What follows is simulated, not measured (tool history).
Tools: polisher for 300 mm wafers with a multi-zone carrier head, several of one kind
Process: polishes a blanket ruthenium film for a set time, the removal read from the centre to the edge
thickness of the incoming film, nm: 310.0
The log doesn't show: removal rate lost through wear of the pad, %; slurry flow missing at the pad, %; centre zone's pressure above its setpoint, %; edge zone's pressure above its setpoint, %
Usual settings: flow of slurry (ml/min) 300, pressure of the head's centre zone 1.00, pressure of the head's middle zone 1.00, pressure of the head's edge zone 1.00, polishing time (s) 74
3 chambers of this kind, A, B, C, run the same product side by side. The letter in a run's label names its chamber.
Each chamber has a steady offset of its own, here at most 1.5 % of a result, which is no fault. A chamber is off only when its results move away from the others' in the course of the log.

| run | hour | flow of slurry (ml/min) | pressure of the head's centre zone | pressure of the head's middle zone | pressure of the head's edge zone | polishing time (s) | wafers polished on this pad | hours since the slurry nozzle was cleaned | hours since the centre zone pressure was calibrated | hours since the edge zone pressure was calibrated | film removed at the wafer's centre (Å) | film removed at mid-radius (Å) | film removed at the wafer's edge (Å) |
|---|---|---|---|---|---|---|---|---|---|---|---|---|---|
| 1C | 6.2 | 300 | 1.00 | 1.00 | 1.00 | 74 | 647 | 192.3 | 201.6 | 347.8 | 658.56 | 653.27 | 658.89 |
|  | 9.3 | chamber C: worn pad replaced by a new one |
| 2B | 10.9 | 300 | 1.00 | 1.00 | 1.00 | 74 | 353 | 202.7 | 507.4 | 281.1 | 681.90 | 678.06 | 678.95 |
| 3A | 16.7 | 300 | 1.00 | 1.00 | 1.00 | 74 | 153 | 114.5 | 1372.3 | 416.1 | 675.29 | 675.86 | 673.67 |
| 4A | 21.9 | 300 | 1.00 | 1.00 | 1.00 | 74 | 195 | 119.7 | 1377.5 | 421.3 | 680.92 | 679.25 | 674.39 |
| 5C | 27.1 | 300 | 1.00 | 1.00 | 1.00 | 74 | 143 | 213.2 | 222.5 | 368.7 | 663.03 | 663.93 | 689.65 |
| 6B | 34.8 | 240 | 0.90 | 1.00 | 1.00 | 74 | 545 | 226.6 | 531.3 | 305.0 | 588.55 | 669.10 | 664.43 |
| 7B | 38.8 | 240 | 0.90 | 1.00 | 1.00 | 74 | 577 | 230.6 | 535.3 | 309.0 | 587.47 | 674.96 | 665.50 |
| 8A | 43.9 | 240 | 0.90 | 1.00 | 1.00 | 74 | 371 | 141.7 | 1399.5 | 443.3 | 586.62 | 661.86 | 644.94 |
|  | 45.7 | chamber A: centre zone pressure recalibrated |
|  | 47.1 | chamber B: worn pad replaced by a new one |
| 9C | 50.0 | 300 | 1.00 | 1.00 | 1.00 | 74 | 327 | 236.1 | 245.4 | 391.6 | 657.51 | 668.99 | 681.59 |
| 10B | 58.4 | 300 | 1.00 | 0.96 | 0.89 | 74 | 91 | 250.2 | 554.9 | 328.6 | 667.17 | 665.74 | 639.80 |
|  | 62.1 | chamber B: slurry nozzle cleaned |
| 11C | 62.2 | 300 | 1.00 | 0.96 | 0.89 | 74 | 425 | 248.3 | 257.6 | 403.8 | 655.71 | 640.29 | 629.24 |
| 12A | 69.1 | 300 | 1.00 | 0.96 | 0.89 | 74 | 574 | 166.9 | 23.5 | 468.5 | 685.35 | 652.42 | 637.67 |
| 13C | 75.7 | 300 | 1.00 | 1.00 | 1.00 | 74 | 533 | 261.8 | 271.1 | 417.3 | 667.17 | 668.45 | 666.10 |
| 14A | 84.0 | 300 | 1.00 | 1.00 | 1.00 | 74 | 693 | 181.8 | 38.4 | 483.4 | 684.00 | 677.05 | 676.93 |
| 15B | 91.4 | 300 | 1.00 | 1.00 | 1.00 | 74 | 356 | 29.4 | 587.9 | 361.6 | 675.64 | 677.13 | 665.98 |
| 16A | 99.1 | 300 | 1.00 | 1.00 | 1.00 | 74 | 814 | 196.9 | 53.5 | 498.5 | 673.43 | 666.27 | 660.50 |
| 17B | 106.2 | 300 | 1.00 | 0.93 | 1.00 | 83 | 474 | 44.2 | 602.7 | 376.4 | 754.28 | 720.54 | 752.30 |
|  | 110.5 | chamber A: worn pad replaced by a new one |
|  | 114.9 | chamber B: worn pad replaced by a new one |
| 18C | 115.0 | 300 | 1.00 | 0.93 | 1.00 | 83 | 848 | 301.1 | 310.4 | 456.6 | 732.31 | 687.88 | 745.01 |
| 19A | 119.0 | 300 | 1.00 | 0.93 | 1.00 | 83 | 68 | 216.8 | 73.4 | 518.4 | 759.87 | 714.10 | 753.54 |
|  | 119.8 | chamber C: worn pad replaced by a new one |
| 20B | 126.5 | 300 | 1.00 | 1.00 | 1.00 | 74 | 93 | 64.5 | 623.0 | 396.7 | 669.03 | 687.54 | 669.47 |
| 21C | 134.8 | 300 | 1.00 | 1.00 | 1.00 | 74 | 121 | 320.9 | 330.2 | 476.4 | 655.41 | 659.94 | 667.05 |
| 22B | 143.6 | 300 | 1.00 | 1.00 | 1.00 | 74 | 230 | 81.6 | 640.1 | 413.8 | 679.31 | 681.62 | 668.30 |
| 23C | 151.5 | 300 | 1.00 | 1.00 | 1.00 | 74 | 255 | 337.6 | 346.9 | 493.1 | 657.18 | 664.14 | 659.83 |
| 24A | 157.6 | 300 | 0.91 | 0.92 | 1.00 | 74 | 378 | 255.4 | 112.0 | 557.0 | 613.53 | 633.32 | 675.77 |
| 25A | 162.6 | 300 | 0.91 | 0.92 | 1.00 | 74 | 418 | 260.4 | 117.0 | 562.0 | 610.66 | 630.40 | 666.67 |
| 26C | 166.9 | 300 | 0.91 | 0.92 | 1.00 | 74 | 378 | 353.0 | 362.3 | 508.5 | 578.05 | 604.18 | 657.72 |
| 27B | 173.6 | 300 | 0.90 | 1.00 | 1.00 | 74 | 471 | 111.6 | 670.1 | 443.8 | 600.28 | 669.17 | 657.92 |
| 28C | 178.1 | 300 | 0.90 | 1.00 | 1.00 | 74 | 468 | 364.2 | 373.5 | 519.7 | 573.24 | 649.10 | 653.47 |
| 29B | 183.4 | 300 | 0.90 | 1.00 | 1.00 | 74 | 550 | 121.4 | 679.9 | 453.6 | 580.83 | 680.07 | 666.99 |
|  | 189.1 | chamber B: worn pad replaced by a new one |
| 30A | 192.3 | 300 | 1.00 | 1.00 | 1.00 | 74 | 656 | 290.1 | 146.7 | 591.7 | 677.60 | 686.13 | 678.42 |
| 31B | 199.5 | 300 | 1.00 | 1.00 | 1.00 | 74 | 84 | 137.5 | 696.0 | 469.7 | 686.41 | 680.26 | 672.97 |
|  | 206.3 | chamber C: centre zone pressure recalibrated |
| 32A | 207.9 | 300 | 1.00 | 1.00 | 1.00 | 74 | 781 | 305.7 | 162.3 | 607.3 | 668.76 | 685.24 | 695.73 |
|  | 209.1 | chamber B: centre zone pressure recalibrated |
| 33C | 213.8 | 300 | 1.00 | 1.00 | 1.00 | 74 | 755 | 399.9 | 7.5 | 555.4 | 640.87 | 646.42 | 646.21 |
| 34B | 222.2 | 300 | 1.00 | 1.00 | 1.00 | 74 | 266 | 160.2 | 13.1 | 492.4 | 676.54 | 676.94 | 671.57 |
|  | 222.3 | chamber C: worn pad replaced by a new one |
| 35A | 227.0 | 300 | 1.00 | 1.00 | 1.00 | 74 | 934 | 324.8 | 181.4 | 626.4 | 657.87 | 690.42 | 666.69 |
|  | 227.2 | chamber A: worn pad replaced by a new one |
| 36C | 233.7 | 400 | 1.00 | 1.00 | 1.00 | 74 | 91 | 419.8 | 27.4 | 575.3 | 657.09 | 654.06 | 673.86 |
| 37B | 240.0 | 400 | 1.00 | 1.00 | 1.00 | 74 | 409 | 178.0 | 30.9 | 510.2 | 691.09 | 689.75 | 677.95 |
| 38C | 247.8 | 400 | 1.00 | 1.00 | 1.00 | 74 | 205 | 433.9 | 41.5 | 589.4 | 662.65 | 663.79 | 663.95 |
| 39A | 254.7 | 300 | 1.00 | 1.00 | 1.00 | 74 | 221 | 352.5 | 209.1 | 654.1 | 670.64 | 675.71 | 673.83 |
| 40A | 259.3 | 300 | 1.00 | 1.00 | 1.00 | 74 | 258 | 357.1 | 213.7 | 658.7 | 673.51 | 682.31 | 678.05 |

What goes on in this fleet: one chamber off, a drifting gauge, or nothing beyond the chambers' own small offsets? Name the chamber and the cause, if any.

Chamber C drifts away from the others.
Cause: slurry flow missing at the pad, % = 38.8.

Here are 4 candidates for chamber C's next run, each the usual settings with a change, their results left as question marks. Which one brings its results back in line with what the others give on the usual settings?
In line means no further than this from the other chambers' mean on the usual settings: film removed at the wafer's centre (Å) 27.00; film removed at mid-radius (Å) 25.00; film removed at the wafer's edge (Å) 31.00
| 41C-1 | 265.7 | 315 | 1.04 | 1.05 | 0.96 | 82 |  |  |  |  | ? | ? | ? |
| 41C-2 | 265.7 | 285 | 0.95 | 0.96 | 1.04 | 67 |  |  |  |  | ? | ? | ? |
| 41C-3 | 265.7 | 290 | 0.97 | 0.98 | 1.02 | 70 |  |  |  |  | ? | ? | ? |
| 41C-4 | 265.7 | 310 | 1.03 | 1.02 | 0.98 | 78 |  |  |  |  | ? | ? | ? |

The other chambers' mean on the usual settings: film removed at the wafer's centre (Å) 676.42; film removed at mid-radius (Å) 680.55; film removed at the wafer's edge (Å) 671.41
| run | film removed at the wafer's centre (Å) | film removed at mid-radius (Å) | film removed at the wafer's edge (Å) |
|---|---|---|---|
| 41C-1 | 719.55 | 734.16 | 697.95 |
| 41C-2 | 521.74 | 544.57 | 588.40 |
| 41C-3 | 559.85 | 581.26 | 609.59 |
| 41C-4 | 675.15 | 678.57 | 670.07 |
41C-4 brings the chamber back in line.
